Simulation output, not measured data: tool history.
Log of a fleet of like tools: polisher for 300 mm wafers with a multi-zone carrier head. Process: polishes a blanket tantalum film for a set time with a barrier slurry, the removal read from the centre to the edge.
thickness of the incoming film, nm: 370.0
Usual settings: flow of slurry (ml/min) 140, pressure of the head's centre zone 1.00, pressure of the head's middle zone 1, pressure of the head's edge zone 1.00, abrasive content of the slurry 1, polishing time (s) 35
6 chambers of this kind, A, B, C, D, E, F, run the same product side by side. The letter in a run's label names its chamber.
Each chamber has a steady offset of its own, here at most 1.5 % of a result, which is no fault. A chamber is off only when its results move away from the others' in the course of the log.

run   hour  flow of slurry (ml/min)  pressure of the head's centre zone  pressure of the head's middle zone  pressure of the head's edge zone  abrasive content of the slurry  polishing time (s)  wafers polished on this pad  hours since the slurry nozzle was cleaned  hours since the centre zone pressure was calibrated  hours since the edge zone pressure was calibrated  film removed at the wafer's centre (nm)  film removed at mid-radius (nm)  film removed at the wafer's edge (nm)
 1F    7.1                      140                                1.00                                   1                              1.00                               1                  35                          174                                      411.6                                                253.1                                              303.7                                   52.131                           51.476                                 52.257
      13.1  -- chamber C: worn pad replaced by a new one
 2D   14.3                      140                                1.00                                   1                              1.00                               1                  35                          673                                      322.3                                               1224.8                                              786.2                                   51.240                           52.050                                 51.589
      19.2  -- chamber B: worn pad replaced by a new one
 3C   20.9                      140                                1.00                                   1                              1.00                               1                  35                           93                                       90.3                                                129.3                                              257.4                                   51.047                           51.455                                 51.301
      25.9  -- chamber D: worn pad replaced by a new one
      27.7  -- chamber E: worn pad replaced by a new one
 4A   31.6                      140                                1.00                                   1                              1.00                               1                  35                          489                                      245.2                                                421.1                                              623.8                                   51.957                           53.108                                 51.829
      35.0  -- chamber A: centre zone pressure recalibrated
 5E   42.9                      140                                1.00                                   1                              1.00                               1                  35                          182                                      195.2                                               1112.4                                              735.1                                   51.705                           52.131                                 51.564
      45.1  -- chamber E: edge zone pressure recalibrated
 6B   50.2                      140                                1.00                                   1                              1.00                               1                  35                          371                                      359.6                                                166.2                                              292.5                                   51.190                           51.684                                 51.143
 7B   55.3                      100                                1.00                                   1                              1.00                               1                  35                          432                                      364.7                                                171.3                                              297.6                                   46.708                           47.996                                 48.592
      64.3  -- chamber F: centre zone pressure recalibrated
 8C   66.0                      100                                1.00                                   1                              1.00                               1                  35                          632                                      135.4                                                174.4                                              302.5                                   46.867                           47.168                                 48.195
      67.0  -- chamber A: worn pad replaced by a new one
 9F   71.1                      100                                1.00                                   1                              1.00                               1                  35                          939                                      475.6                                                  6.8                                              367.7                                   47.394                           47.935                                 49.181
      72.5  -- chamber C: worn pad replaced by a new one
10A   80.5                      100                                1.00                                   1                              1.00                               1                  35                          162                                      294.1                                                 45.5                                              672.7                                   48.134                           48.754                                 48.453
      84.4  -- chamber D: worn pad replaced by a new one
11E   88.6                      100                                1.00                                   1                              1.00                               1                  35                          728                                      240.9                                               1158.1                                               43.5                                   47.052                           47.695                                 48.466
12D   95.3                      100                                1.00                                   1                              1.00                               1                  35                          130                                      403.3                                               1305.8                                              867.2                                   46.722                           47.758                                 49.014
      97.3  -- chamber E: worn pad replaced by a new one
13A  103.3                      140                                1.00                                   1                              1.00                               1                  35                          434                                      316.9                                                 68.3                                              695.5                                   51.704                           51.975                                 51.837
     112.7  -- chamber F: worn pad replaced by a new one
     114.6  -- chamber F: slurry nozzle cleaned
14C  114.9                      140                                1.00                                   1                              1.00                               1                  35                          507                                      184.3                                                223.3                                              351.4                                   50.867                           51.289                                 51.300
15D  121.9                      140                                1.00                                   1                              1.00                               1                  35                          448                                      429.9                                               1332.4                                              893.8                                   51.583                           51.947                                 52.188
16F  131.6                      140                                1.00                                   1                              1.00                               1                  35                          226                                       17.0                                                 67.3                                              428.2                                   51.981                           51.796                                 51.271
     133.6  -- chamber B: worn pad replaced by a new one
     137.4  -- chamber C: worn pad replaced by a new one
17B  143.1                      140                                1.06                                   1                              0.94                               1                  35                          113                                      452.5                                                259.1                                              385.4                                   53.652                           51.934                                 48.933
     143.4  -- chamber A: worn pad replaced by a new one
18E  149.8                      140                                1.06                                   1                              0.94                               1                  35                          627                                      302.1                                               1219.3                                              104.7                                   55.246                           51.810                                 49.888
     153.6  -- chamber A: edge zone pressure recalibrated
     155.2  -- chamber D: centre zone pressure recalibrated
19F  160.3                      140                                1.06                                   1                              0.94                               1                  35                          569                                       45.7                                                 96.0                                              456.9                                   55.597                           52.625                                 50.117
     160.5  -- chamber D: worn pad replaced by a new one
20C  165.7                      140                                1.06                                   1                              0.94                               1                  35                          339                                      235.1                                                274.1                                              402.2                                   54.298                           52.070                                 49.604
     169.0  -- chamber E: worn pad replaced by a new one
21E  171.8                      140                                1.06                                   1                              0.94                               1                  35                           33                                      324.1                                               1241.3                                              126.7                                   55.821                           51.813                                 50.047
     179.7  -- chamber B: slurry nozzle cleaned
22B  182.7                      140                                1.06                                   1                              0.94                               1                  35                          587                                        3.1                                                298.7                                              425.0                                   54.515                           52.847                                 49.821
     184.2  -- chamber D: edge zone pressure recalibrated
23A  188.0                      140                                1.00                                   1                              1.06                               1                  35                          534                                      401.6                                                153.0                                               34.5                                   52.351                           52.712                                 53.308
24D  196.0                      140                                1.00                                   1                              1.06                               1                  35                          424                                      504.0                                                 40.9                                               11.9                                   51.518                           50.870                                 54.227
     196.9  -- chamber C: worn pad replaced by a new one
25F  205.4                      140                                1.00                                   1                              1.06                               1                  35                         1108                                       90.8                                                141.1                                              502.0                                   51.823                           51.333                                 53.455
     216.0  -- chamber B: edge zone pressure recalibrated
26B  216.4                      140                                1.00                                   1                              1.06                               1                  35                          989                                       36.8                                                332.4                                                0.5                                   50.224                           50.513                                 52.623
     217.7  -- chamber A: worn pad replaced by a new one
27C  225.0                      140                                1.00                                   1                              1.06                               1                  35                          336                                      294.4                                                333.4                                              461.5                                   50.591                           51.848                                 53.580
     226.8  -- chamber F: worn pad replaced by a new one
     229.3  -- chamber B: worn pad replaced by a new one
28D  230.3                      140                                1.00                                   1                              1.06                               1                  35                          834                                      538.3                                                 75.2                                               46.2                                   51.694                           51.456                                 53.563
     232.4  -- chamber D: worn pad replaced by a new one
     237.9  -- chamber C: slurry nozzle cleaned
29A  240.4                      140                                1.00                                   1                              1.00                               1                  35                          272                                      454.0                                                205.4                                               86.9                                   52.031                           53.228                                 51.577
30E  248.9                      140                                1.00                                   1                              1.00                               1                  35                          955                                      401.2                                               1318.4                                              203.8                                   52.260                           51.265                                 51.165
     249.3  -- chamber E: worn pad replaced by a new one
31B  257.6                      140                                1.00                                   1                              1.00                               1                  35                          338                                       78.0                                                373.6                                               41.7                                   50.568                           51.448                                 51.125
     267.9  -- chamber C: worn pad replaced by a new one
32D  268.6                      140                                1.00                                   1                              1.00                               1                  35                          433                                      576.6                                                113.5                                               84.5                                   51.424                           52.523                                 51.467
33E  276.9                      140                                1.00                                   1                              1.00                               1                  35                          330                                      429.2                                               1346.4                                              231.8                                   52.086                           51.605                                 51.499
     281.3  -- chamber C: centre zone pressure recalibrated
34A  283.1                      140                                1.00                                   1                              1.00                               1                  35                          782                                      496.7                                                248.1                                              129.6                                   51.714                           51.883                                 51.297
     287.0  -- chamber E: slurry nozzle cleaned
35C  290.8                      140                                1.00                                   1                              1.00                               1                  35                          274                                       52.9                                                  9.5                                              527.3                                   51.150                           50.988                                 51.172
36F  298.4                      140                                1.00                                   1                              1.00                               1                  35                          856                                      183.8                                                234.1                                              595.0                                   52.551                           52.622                                 51.646
     301.2  -- chamber D: worn pad replaced by a new one
37C  309.7                      140                                1.00                                   1                              1.00                               1                  35                          500                                       71.8                                                 28.4                                              546.2                                   50.414                           51.999                                 51.201
38F  316.1                      140                                1.00                                   1                              1.00                               1                  35                         1068                                      201.5                                                251.8                                              612.7                                   51.865                           51.989                                 52.332
39B  323.1                      140                                1.00                                   1                              1.00                               1                  35                         1121                                      143.5                                                439.1                                              107.2                                   50.227                           50.586                                 51.315
     324.4  -- chamber E: worn pad replaced by a new one
40D  332.5                      140                                1.00                                   1                              1.00                               1                  35                          374                                      640.5                                                177.4                                              148.4                                   51.231                           52.428                                 51.917
41E  343.2                      140                                1.00                                   1                              1.00                               1                  24                          225                                       56.3                                               1412.7                                              298.1                                   35.489                           35.610                                 35.409

Is one chamber off against the others, does the gauge drift, or is nothing wrong? If a chamber is off, say which, and what the likeliest cause is.

No chamber stands off beyond its own small offset, and the gauge holds steady.
